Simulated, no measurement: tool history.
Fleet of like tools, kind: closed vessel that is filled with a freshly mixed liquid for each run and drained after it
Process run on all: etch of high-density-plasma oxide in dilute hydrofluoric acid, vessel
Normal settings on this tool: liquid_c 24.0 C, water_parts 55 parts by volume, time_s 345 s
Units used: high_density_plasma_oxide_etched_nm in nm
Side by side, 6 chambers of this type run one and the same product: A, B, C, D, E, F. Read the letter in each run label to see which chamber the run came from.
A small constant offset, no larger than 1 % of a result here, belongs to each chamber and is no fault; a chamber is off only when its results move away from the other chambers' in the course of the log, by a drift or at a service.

run   hour  liquid_c  water_parts  time_s  hours since the thermometer was replaced  hours since the hydrofluoric acid flow meter was replaced  read-back film thickness of the high-density-plasma oxide reference wafer, read on the same gauge (nm)  high_density_plasma_oxide_etched_nm
 1D   13.6      24.0           55     345                                    1389.1                                                      548.5                                                                                                  150.03                               33.778
 2E   21.3      24.0           55     345                                    1326.5                                                     1053.9                                                                                                  149.99                               34.023
      30.2  -- chamber C: hydrofluoric acid flow meter replaced
 3C   32.6      24.0           55     345                                    1483.9                                                        2.4                                                                                                  149.99                               33.811
      40.7  -- chamber C: thermometer replaced
 4B   46.7      24.0           55     345                                     233.5                                                     1898.4                                                                                                  150.01                               33.750
      57.4  -- chamber D: hydrofluoric acid flow meter replaced
 5A   61.9      24.0           55     345                                    2497.2                                                     1266.7                                                                                                  149.99                               33.323
      67.1  -- chamber A: thermometer replaced
 6F   74.0      24.0           55     345                                    2107.9                                                      596.2                                                                                                  150.02                               34.201
 7C   85.6      24.0           55     345                                      45.0                                                       55.4                                                                                                  149.97                               33.828
 8A   93.7      24.0           55     345                                      26.6                                                     1298.5                                                                                                  150.01                               33.489
 9F  109.2      24.0           35     345                                    2143.1                                                      631.4                                                                                                  150.02                               54.250
10D  120.5      24.0           35     345                                    1496.0                                                       63.1                                                                                                  150.00                               54.158
11E  129.6      24.0           35     345                                    1434.8                                                     1162.2                                                                                                  150.00                               55.073
12B  138.7      24.0           35     345                                     325.5                                                     1990.4                                                                                                  150.02                               54.798
13A  147.4      24.0           35     345                                      80.3                                                     1352.2                                                                                                  150.02                               55.508
14F  157.0      24.0           35     345                                    2190.9                                                      679.2                                                                                                  150.01                               54.132
15E  169.0      21.5           30     345                                    1474.2                                                     1201.6                                                                                                  149.97                               58.284
16D  178.9      21.5           30     345                                    1554.4                                                      121.5                                                                                                  150.01                               56.031
17B  193.4      21.5           30     345                                     380.2                                                     2045.1                                                                                                  149.99                               56.606
18C  202.7      21.5           30     345                                     162.1                                                      172.5                                                                                                  149.98                               56.809
19A  216.7      21.5           30     345                                     149.6                                                     1421.5                                                                                                  150.03                               58.045
20F  227.8      21.5           30     345                                    2261.7                                                      750.0                                                                                                  150.04                               56.810
21E  240.7      24.0           55     345                                    1545.9                                                     1273.3                                                                                                  150.00                               34.267
22D  248.5      24.0           55     345                                    1624.0                                                      191.1                                                                                                  150.01                               33.306
23C  263.9      24.0           55     345                                     223.3                                                      233.7                                                                                                  150.02                               33.587
     275.9  -- chamber F: thermometer replaced
     276.0  -- chamber B: hydrofluoric acid flow meter replaced
24B  278.0      24.0           55     345                                     464.8                                                        2.1                                                                                                  149.99                               33.395
25B  290.1      24.0           55     345                                     476.9                                                       14.2                                                                                                  150.01                               33.650
26D  302.3      24.0           55     345                                    1677.8                                                      244.9                                                                                                  150.01                               33.719
27E  316.2      24.0           55     345                                    1621.4                                                     1348.8                                                                                                  150.01                               33.420
28C  323.1      24.0           55     345                                     282.5                                                      292.9                                                                                                  149.99                               33.501
29F  336.0      24.0           55     345                                      60.1                                                      858.2                                                                                                  149.97                               32.467
30A  344.8      24.0           55     345                                     277.7                                                     1549.6                                                                                                  150.01                               33.386
31E  351.5      24.0           55     345                                    1656.7                                                     1384.1                                                                                                  150.00                               34.008
32C  360.2      26.0           55     460                                     319.6                                                      330.0                                                                                                  149.98                               48.423
33F  369.4      26.0           55     460                                      93.5                                                      891.6                                                                                                  150.01                               46.608
34A  382.6      26.0           55     460                                     315.5                                                     1587.4                                                                                                  149.99                               49.414
35B  394.4      26.0           55     460                                     581.2                                                      118.5                                                                                                  149.98                               48.618
36D  405.4      26.0           55     460                                    1780.9                                                      348.0                                                                                                  150.00                               48.572
37D  412.9      26.0           55     460                                    1788.4                                                      355.5                                                                                                  150.00                               48.373
38B  420.3      24.0           55     345                                     607.1                                                      144.4                                                                                                  150.01                               33.602
39E  434.7      24.0           55     345                                    1739.9                                                     1467.3                                                                                                  149.97                               33.765
40F  448.9      24.0           55     345                                     173.0                                                      971.1                                                                                                  150.02                               31.579
41A  461.0      24.0           75     160                                     393.9                                                     1665.8                                                                                                  149.98                               11.012

Is one chamber out of step, is the gauge drifting, or do the chambers differ by no more than their own small offsets? For an off chamber, give its letter and the likeliest cause.

Chamber F drifts away from the others.
Likeliest cause: hydrofluoric acid flow below the setpoint (%) = 7.1.

Which of the 4 candidates below, each the usual settings with something changed and its results left as question marks, puts chamber F back in line with what the other chambers give on the usual settings?
To be in line, a result may differ from the other chambers' mean on the usual settings by at most: high_density_plasma_oxide_etched_nm 1.100 nm
42F-1  472.2      25.5           55     345                                                                                                                                                                                                                                                 ?
42F-2  472.2      27.0           55     345                                                                                                                                                                                                                                                 ?
42F-3  472.2      21.0           55     345                                                                                                                                                                                                                                                 ?
42F-4  472.2      24.0           55     320                                                                                                                                                                                                                                                 ?

The mean the other chambers reach with the usual settings: high_density_plasma_oxide_etched_nm 33.750 nm
  run  high_density_plasma_oxide_etched_nm
42F-1                               33.242
42F-2                               35.304
42F-3                               27.616
42F-4                               29.011
With 42F-1, the chamber falls back in line with the rest.
